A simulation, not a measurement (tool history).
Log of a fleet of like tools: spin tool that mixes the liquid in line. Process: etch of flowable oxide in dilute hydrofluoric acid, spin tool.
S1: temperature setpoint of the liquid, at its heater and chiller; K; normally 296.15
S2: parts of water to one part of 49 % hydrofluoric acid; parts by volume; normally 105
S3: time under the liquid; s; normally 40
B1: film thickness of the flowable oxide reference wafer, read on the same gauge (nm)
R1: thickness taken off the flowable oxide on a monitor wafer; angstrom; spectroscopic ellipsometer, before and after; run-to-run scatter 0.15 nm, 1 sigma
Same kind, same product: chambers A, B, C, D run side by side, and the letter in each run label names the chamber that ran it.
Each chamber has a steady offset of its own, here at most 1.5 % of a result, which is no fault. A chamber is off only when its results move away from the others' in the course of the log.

run   hour      S1   S2  S3      B1       R1
 1A   11.3  296.15  105  40  120.02  153.920
 2B   22.6  296.15  105  40  120.03  151.620
 3D   32.8  296.15  105  40  120.00  156.910
 4C   39.0  296.15  105  40  119.99  152.870
 5C   45.3  296.15  105  40  119.99  151.990
 6A   54.1  296.15  105  40  119.98  154.410
 7B   59.2  296.15  105  40  120.02  154.410
 8D   70.8  292.15  135  40  119.99  100.340
 9C   80.7  292.15  135  40  119.97   98.142
10D   86.1  292.15  135  40  120.00  102.150
11B   91.8  292.15  135  40  119.98   98.400
12A   97.7  296.15  105  40  119.97  151.560
13C  108.9  296.15  105  40  119.96  151.550
14B  113.9  296.15  105  40  119.99  154.010
15A  125.2  296.15  105  40  120.02  151.030
16D  131.4  296.15  105  40  119.99  154.640
17C  137.4  296.15  105  40  120.01  152.720
18D  147.3  300.15  105  40  119.98  181.360
19B  154.5  300.15  105  40  119.98  179.100
20A  165.2  300.15  105  40  120.01  175.550
21B  170.5  300.15  105  40  120.03  180.880
22C  181.4  296.15  105  40  119.98  152.940
23A  188.9  296.15  105  40  120.03  150.620
24D  197.4  296.15  150  65  119.99  168.090
25D  206.9  296.15  150  65  120.00  166.740
26B  216.8  296.15  150  65  120.00  165.500
27C  224.4  296.15  150  65  119.96  162.880
28A  232.5  296.15  105  40  119.96  145.090
29A  239.4  296.15  105  40  119.98  148.710
30B  246.6  292.15  105  40  119.99  128.350
31D  257.1  292.15  105  40  120.02  131.370
32C  267.8  292.15  105  40  119.96  130.070
33B  277.2  292.15  105  40  119.99  128.290
34A  286.3  296.15  105  40  120.00  140.580
35C  294.2  296.15  105  40  120.00  152.760
36D  302.2  296.15  105  55  120.02  215.200

Has any chamber moved away from the others, gradually or after a service, or does the common gauge drift, or do the chambers differ only by their own small steady offsets? State the chamber and the most likely cause if one applies.

It is chamber A that slowly wanders off from its peers.
What lies behind it: hydrofluoric acid flow below the setpoint (%) = 7.75.
Not necessarily distinguishable in this log from: liquid colder than its thermometer reads (K).

Which of the 4 candidates below, each the usual settings with something changed and its results left as question marks, puts chamber A back in line with what the other chambers give on the usual settings?
In line here means within this much of the mean the other chambers give on the usual settings: R1 5.300 angstrom
37A-1  310.6  298.65  105  40       ?
37A-2  310.6  296.15  120  40       ?
37A-3  310.6  300.15  105  40       ?
37A-4  310.6  296.15  115  40       ?

Usual-settings mean across the other chambers: R1 153.720 angstrom
  run       R1
37A-1  154.170
37A-2  120.460
37A-3  163.200
37A-4  126.410
It is 37A-1 that realigns the chamber with its peers.
